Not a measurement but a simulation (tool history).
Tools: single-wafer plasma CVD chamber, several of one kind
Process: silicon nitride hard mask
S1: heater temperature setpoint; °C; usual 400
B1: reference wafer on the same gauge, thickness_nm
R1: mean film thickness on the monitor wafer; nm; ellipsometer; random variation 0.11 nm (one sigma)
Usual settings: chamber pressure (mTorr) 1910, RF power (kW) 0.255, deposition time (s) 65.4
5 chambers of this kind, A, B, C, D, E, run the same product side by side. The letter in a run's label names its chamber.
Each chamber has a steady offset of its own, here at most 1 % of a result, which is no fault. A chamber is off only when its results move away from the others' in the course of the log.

Run 1C, hour 4.5: usual settings; B1 64.705. Result: R1 70.250 nm.
Run 2D, hour 9.7: usual settings; B1 64.737. Result: R1 71.318 nm.
Run 3B, hour 16.1: usual settings; B1 64.735. Result: R1 71.117 nm.
Run 4E, hour 19.7: usual settings; B1 64.780. Result: R1 71.389 nm.
Run 5A, hour 25.5: usual settings; B1 64.761. Result: R1 70.650 nm.
Run 6E, hour 28.5: usual settings; B1 64.753. Result: R1 71.465 nm.
Run 7A, hour 34.5: usual settings; B1 64.787. Result: R1 70.562 nm.
Run 8C, hour 37.9: usual settings; B1 64.786. Result: R1 70.469 nm.
Run 9D, hour 42.6: usual settings; B1 64.798. Result: R1 71.233 nm.
Run 10B, hour 47.0: usual settings; B1 64.786. Result: R1 71.337 nm.
Run 11B, hour 51.4: usual settings; B1 64.799. Result: R1 71.353 nm.
Run 12D, hour 54.2: usual settings but chamber pressure (mTorr) 2310, RF power (kW) 0.235; B1 64.861. Result: R1 70.822 nm.
Run 13C, hour 57.2: usual settings but chamber pressure (mTorr) 2310, RF power (kW) 0.235; B1 64.831. Result: R1 69.910 nm.
Run 14E, hour 61.4: usual settings but chamber pressure (mTorr) 2310, RF power (kW) 0.235; B1 64.872. Result: R1 70.876 nm.
Run 15A, hour 65.3: usual settings but chamber pressure (mTorr) 2310, RF power (kW) 0.235; B1 64.843. Result: R1 70.324 nm.
Run 16D, hour 70.9: usual settings but chamber pressure (mTorr) 2310, RF power (kW) 0.235; B1 64.881. Result: R1 70.940 nm.
Run 17A, hour 74.1: usual settings; B1 64.905. Result: R1 70.808 nm.
Run 18C, hour 77.2: usual settings; B1 64.900. Result: R1 70.550 nm.
Run 19E, hour 83.7: usual settings; B1 64.902. Result: R1 71.474 nm.
Run 20B, hour 88.4: usual settings; B1 64.912. Result: R1 71.588 nm.
Run 21C, hour 94.2: usual settings; B1 64.942. Result: R1 70.539 nm.
Run 22E, hour 97.3: usual settings but S1 408 °C, RF power (kW) 0.290; B1 64.952. Result: R1 77.811 nm.
Run 23A, hour 100.8: usual settings but S1 408 °C, RF power (kW) 0.290; B1 64.918. Result: R1 77.038 nm.
Run 24D, hour 106.5: usual settings but S1 408 °C, RF power (kW) 0.290; B1 64.977. Result: R1 77.884 nm.
Run 25B, hour 111.9: usual settings but S1 408 °C, RF power (kW) 0.290; B1 64.962. Result: R1 77.781 nm.
Run 26E, hour 117.4: usual settings but S1 408 °C, RF power (kW) 0.290; B1 64.970. Result: R1 78.116 nm.
Run 27B, hour 120.6: usual settings; B1 64.978. Result: R1 71.535 nm.
At hour 121.7: chamber B: thermocouple changed; heater temperature recalibrated.
Run 28D, hour 124.8: usual settings; B1 65.014. Result: R1 71.566 nm.
Run 29C, hour 127.7: usual settings; B1 65.003. Result: R1 70.602 nm.
Run 30A, hour 132.9: usual settings; B1 65.041. Result: R1 70.923 nm.
Run 31C, hour 136.0: usual settings; B1 65.050. Result: R1 70.493 nm.
Run 32A, hour 141.4: usual settings; B1 65.039. Result: R1 70.890 nm.
Run 33D, hour 147.1: usual settings; B1 65.076. Result: R1 71.732 nm.
Run 34E, hour 152.5: usual settings; B1 65.097. Result: R1 71.688 nm.
Run 35B, hour 157.5: usual settings; B1 65.098. Result: R1 71.818 nm.
Run 36E, hour 163.9: usual settings; B1 65.106. Result: R1 71.755 nm.
Run 37A, hour 167.6: usual settings; B1 65.105. Result: R1 71.099 nm.

Is one chamber off against the others, does the gauge drift, or is nothing wrong? If a chamber is off, say which, and what the likeliest cause is.

The gauge drifts, so all chambers seem to drift together. No chamber is off.
Cause: gauge reads high (%) = 0.65.
